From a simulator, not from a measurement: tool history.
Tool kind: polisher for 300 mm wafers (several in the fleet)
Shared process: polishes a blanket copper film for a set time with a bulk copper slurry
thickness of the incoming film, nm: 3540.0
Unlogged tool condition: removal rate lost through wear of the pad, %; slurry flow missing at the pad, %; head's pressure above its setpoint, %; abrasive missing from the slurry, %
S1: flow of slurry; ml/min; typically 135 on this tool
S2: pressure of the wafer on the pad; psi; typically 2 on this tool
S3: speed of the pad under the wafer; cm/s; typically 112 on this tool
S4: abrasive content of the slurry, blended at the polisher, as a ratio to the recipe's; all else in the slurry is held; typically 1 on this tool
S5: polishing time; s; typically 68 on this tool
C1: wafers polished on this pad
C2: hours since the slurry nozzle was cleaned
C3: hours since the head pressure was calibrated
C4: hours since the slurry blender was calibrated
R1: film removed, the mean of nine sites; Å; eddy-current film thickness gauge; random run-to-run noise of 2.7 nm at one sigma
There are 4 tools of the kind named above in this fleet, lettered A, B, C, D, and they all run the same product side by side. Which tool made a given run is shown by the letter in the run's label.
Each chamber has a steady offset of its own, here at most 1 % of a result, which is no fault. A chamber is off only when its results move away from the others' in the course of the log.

run,hour,S1,S2,S3,S4,S5,C1,C2,C3,C4,R1
1C,4.7,135,2,112,1,68,966,544.8,1015.8,207.1,4488.8
2D,8.3,135,2,112,1,68,419,431.5,161.5,27.9,4482.2
3A,12.9,135,2,112,1,68,194,254.8,527.8,65.6,4497.6
4B,18.4,135,2,112,1,68,268,388.7,795.9,55.4,4503.6
5B,23.2,135,2,112,1,68,298,393.5,800.7,60.2,4484.3
6D,30.1,135,2,112,1,68,556,453.3,183.3,49.7,4512.9
7A,35,135,2,112,1,68,333,276.9,549.9,87.7,4421.1
8C,40.6,135,2,112,1,68,1192,580.7,1051.7,243,4519.2
9D,47.4,135,2,112,1,68,665,470.6,200.6,67,4463
# hour 53: chamber A: slurry blender recalibrated
10C,54.2,135,2,112,1,68,1277,594.3,1065.3,256.6,4472
# hour 56.2: chamber D: slurry nozzle cleaned
11A,61.7,135,2,112,1,68,501,303.6,576.6,8.8,4507.2
# hour 67.3: chamber D: worn pad replaced by a new one
12B,68.6,135,2,112,1,68,584,438.9,846.1,105.6,4493.9
13D,74.8,135,2,112,1,68,47,18.7,228,94.4,4452.1
# hour 75: chamber C: slurry blender recalibrated
# hour 76.7: chamber D: slurry blender recalibrated
14C,80.7,135,2,112,1,68,1443,620.8,1091.8,5.7,4483.9
15A,87.3,135,2,112,1,68,661,329.2,602.2,34.4,4468.5
16B,90.6,135,2,112,1,68,722,460.9,868.1,127.6,4476.1
17A,94.1,135,2,112,1,68,704,336,609,41.2,4486.4
# hour 95.1: chamber B: slurry nozzle cleaned
18B,98.1,135,2,112,1,68,769,3.1,875.6,135.1,4473.7
19C,104.5,135,2,112,1,68,1593,644.6,1115.6,29.5,4388.2
20D,110.2,135,2,112,1,68,269,54.1,263.4,33.6,4468.7
21B,114.5,135,2,112,1,68,872,19.5,892,151.5,4475.3
22A,118.1,135,2,112,1,68,855,360,633,65.2,4464.9
23C,124.3,135,2,112,1,68,1717,664.4,1135.4,49.3,4414.1
24D,130,135,2,140,1,68,394,73.9,283.2,53.4,5578.7
# hour 130.3: chamber C: slurry nozzle cleaned
25C,136.7,135,2,140,1,68,1795,6.5,1147.8,61.7,5492.3
26B,143.3,135,2,140,1,68,1053,48.3,920.8,180.3,5677.4
27D,149.2,135,2,140,1,68,514,93.1,302.4,72.6,5536.7
# hour 151: chamber A: worn pad replaced by a new one
28A,154.5,135,2,112,1,68,22,396.4,669.4,101.6,4450
29B,158.4,135,2,112,1,68,1147,63.4,935.9,195.4,4533.4
30A,165.4,135,2,112,1,68,90,407.3,680.3,112.5,4475.6
# hour 168.3: chamber A: head pressure recalibrated
# hour 168.6: chamber A: slurry blender recalibrated
31C,170.9,135,2,112,1,68,2010,40.7,1182,95.9,4379.8
32D,175.6,135,2,112,1,68,680,119.5,328.8,99,4465
33C,180.8,135,2,96,1,68,2072,50.6,1191.9,105.8,3732.5
# hour 183.4: chamber D: slurry blender recalibrated
34B,187.2,135,2,96,1,68,1328,92.2,964.7,224.2,3852.8
35A,193.8,135,2,96,1,68,269,435.7,25.6,25.3,3834.3
36D,200.1,135,2,96,1,68,834,144,353.3,16.7,3873.8
# hour 200.4: chamber B: worn pad replaced by a new one
# hour 205.3: chamber D: worn pad replaced by a new one
37A,206.3,135,2,112,1,68,347,448.2,38.1,37.8,4461.1
38B,210.7,135,2,112,1,68,65,115.7,988.2,247.7,4487.7
39D,214.6,135,2,112,1,68,58,158.5,367.8,31.2,4484.1
40C,219.8,135,2,112,1.25,68,2317,89.6,1230.9,144.8,4531.8
41A,225.8,135,2,112,1.25,68,470,467.7,57.6,57.3,4702.8
42C,232.9,135,2,112,1.25,68,2399,102.7,1244,157.9,4527.9
43B,239.3,135,2,112,1.25,68,244,144.3,1016.8,276.3,4665.2

Decide between three cases: one chamber stands off from its peers, the gauge reading all wafers drifts, or nothing is wrong past each chamber's small offset. Where a chamber is off, say which and what most likely put it there.

One chamber, C, drifts off from the rest bit by bit.
Likeliest cause: removal rate lost through wear of the pad, % = 4.8.
It could be hard to tell apart here from: head's pressure below its setpoint, %.

Which of the 4 candidates below, each the usual settings with something changed and its results left as question marks, puts chamber C back in line with what the other chambers give on the usual settings?
In line here means within this much of the mean the other chambers give on the usual settings: R1 94 Å
44C-1,244.6,135,2,112,1,65,,,,,?
44C-2,244.6,135,2,116,1,71,,,,,?
44C-3,244.6,135,2,114,1,70,,,,,?
44C-4,244.6,135,1.9,108,1,68,,,,,?

Usual-settings mean across the other chambers: R1 4476.8 Å
run,R1
44C-1,4108.4
44C-2,4645.5
44C-3,4502.3
44C-4,3940.6
Change 44C-3 lands the chamber within the allowed miss of the other chambers.
